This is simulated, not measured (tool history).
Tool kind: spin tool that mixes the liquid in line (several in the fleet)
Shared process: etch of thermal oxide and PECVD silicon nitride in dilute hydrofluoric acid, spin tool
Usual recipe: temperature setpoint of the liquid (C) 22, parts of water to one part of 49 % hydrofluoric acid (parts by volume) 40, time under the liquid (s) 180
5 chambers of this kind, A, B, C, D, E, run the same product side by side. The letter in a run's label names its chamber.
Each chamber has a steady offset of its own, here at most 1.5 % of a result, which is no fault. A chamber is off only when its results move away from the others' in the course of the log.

run	day	temperature setpoint of the liquid (C)	parts of water to one part of 49 % hydrofluoric acid (parts by volume)	time under the liquid (s)	hours since the thermometer was replaced	hours since the hydrofluoric acid flow meter was replaced	read-back film thickness of the thermal oxide reference wafer, read on the same gauge (nm)	read-back film thickness of the PECVD silicon nitride reference wafer, read on the same gauge (nm)	thickness taken off the thermal oxide on a monitor wafer (Å)	thickness taken off the PECVD silicon nitride on a monitor wafer (Å)
1E	0.204	22	40	180	512.1	923.8	99.991	50.015	210.08	66.335
2D	0.529	22	40	180	710.7	117.0	100.000	49.994	207.76	65.772
3B	0.958	22	40	180	283.9	1755.1	99.999	49.927	206.10	66.417
4C	1.283	22	40	180	421.8	306.3	100.000	49.979	205.98	66.659
5A	1.625	22	40	180	488.8	101.3	99.994	50.014	207.67	65.988
6E	1.867	22	40	180	552.0	963.7	100.010	49.993	208.40	66.717
7A	2.108	22	40	180	500.4	112.9	99.978	49.948	205.78	65.821
8C	2.367	22	40	180	447.8	332.3	99.977	49.994	207.19	65.815
9B	2.733	22	35	180	326.5	1797.7	100.020	49.983	237.18	75.165
10D	3.033	22	35	180	770.8	177.1	100.010	50.051	239.12	74.290
11C	3.288	22	35	180	469.9	354.4	100.000	49.964	235.39	74.677
12D	3.629	22	35	180	785.1	191.4	99.991	49.966	238.09	74.925
13B	3.962	22	35	180	356.0	1827.2	100.040	49.994	238.11	75.023
# day 4.167: chamber B: hydrofluoric acid flow meter replaced
14E	4.308	22	40	180	610.6	1022.3	100.010	49.993	209.45	66.836
15A	4.650	22	40	180	561.4	173.9	100.020	49.971	207.48	65.828
# day 4.912: chamber E: hydrofluoric acid flow meter replaced
16A	4.975	22	40	180	569.2	181.7	100.010	50.033	206.43	66.272
17D	5.188	22	40	180	822.5	228.8	99.999	49.994	206.99	65.737
18E	5.483	22	40	180	638.8	13.8	100.010	50.018	207.32	66.988
19B	5.908	22	40	180	402.7	41.8	100.030	50.005	206.51	66.549
20C	6.267	22	40	180	541.4	425.9	100.050	49.951	203.38	65.976
21C	6.562	22	40	180	548.5	433.0	99.986	50.017	206.51	65.789
22D	6.812	22	40	180	861.5	267.8	100.030	50.014	207.65	65.522
23B	7.054	22	40	180	430.2	69.3	100.000	50.031	209.84	66.483
24A	7.333	22	40	180	625.8	238.3	99.983	49.940	208.28	66.488
25E	7.642	22	40	180	690.6	65.6	100.010	49.993	208.36	66.169
26E	7.921	22	55	180	697.3	72.3	100.050	49.981	148.27	48.422
27B	8.308	22	55	180	460.3	99.4	99.955	49.979	147.48	48.583
28A	8.638	22	55	180	657.1	269.6	100.020	50.043	149.12	48.684
29D	8.979	22	55	180	913.5	319.8	99.995	50.001	149.69	48.163
30C	9.296	22	55	180	614.1	498.6	100.000	50.046	147.59	48.119
31E	9.646	20	40	180	738.7	113.7	99.997	49.999	191.99	57.569
32D	10.058	20	40	180	939.4	345.7	99.936	49.964	189.53	56.099
33C	10.342	20	40	180	639.2	523.7	100.040	49.955	187.52	57.317
34A	10.642	20	40	180	705.2	317.7	99.984	49.966	191.81	58.355
35B	10.917	20	40	180	522.9	162.0	99.975	50.015	190.86	57.900
36D	11.242	22	40	180	967.8	374.1	99.994	50.006	209.23	65.999
37E	11.604	22	40	180	785.7	160.7	100.020	50.039	207.57	66.091
38A	11.796	22	40	180	732.9	345.4	100.020	49.999	210.50	66.720

All 5 chambers run these settings next. Forecast each chamber's results:
39A	12.108	22	40	180					?	?
39B	12.108	22	40	180					?	?
39C	12.108	22	40	180					?	?
39D	12.108	22	40	180					?	?
39E	12.108	22	40	180					?	?

run	thickness taken off the thermal oxide on a monitor wafer (Å)	thickness taken off the PECVD silicon nitride on a monitor wafer (Å)
39A	208.08	66.693
39B	207.53	66.415
39C	206.88	65.576
39D	211.64	65.780
39E	207.95	66.117
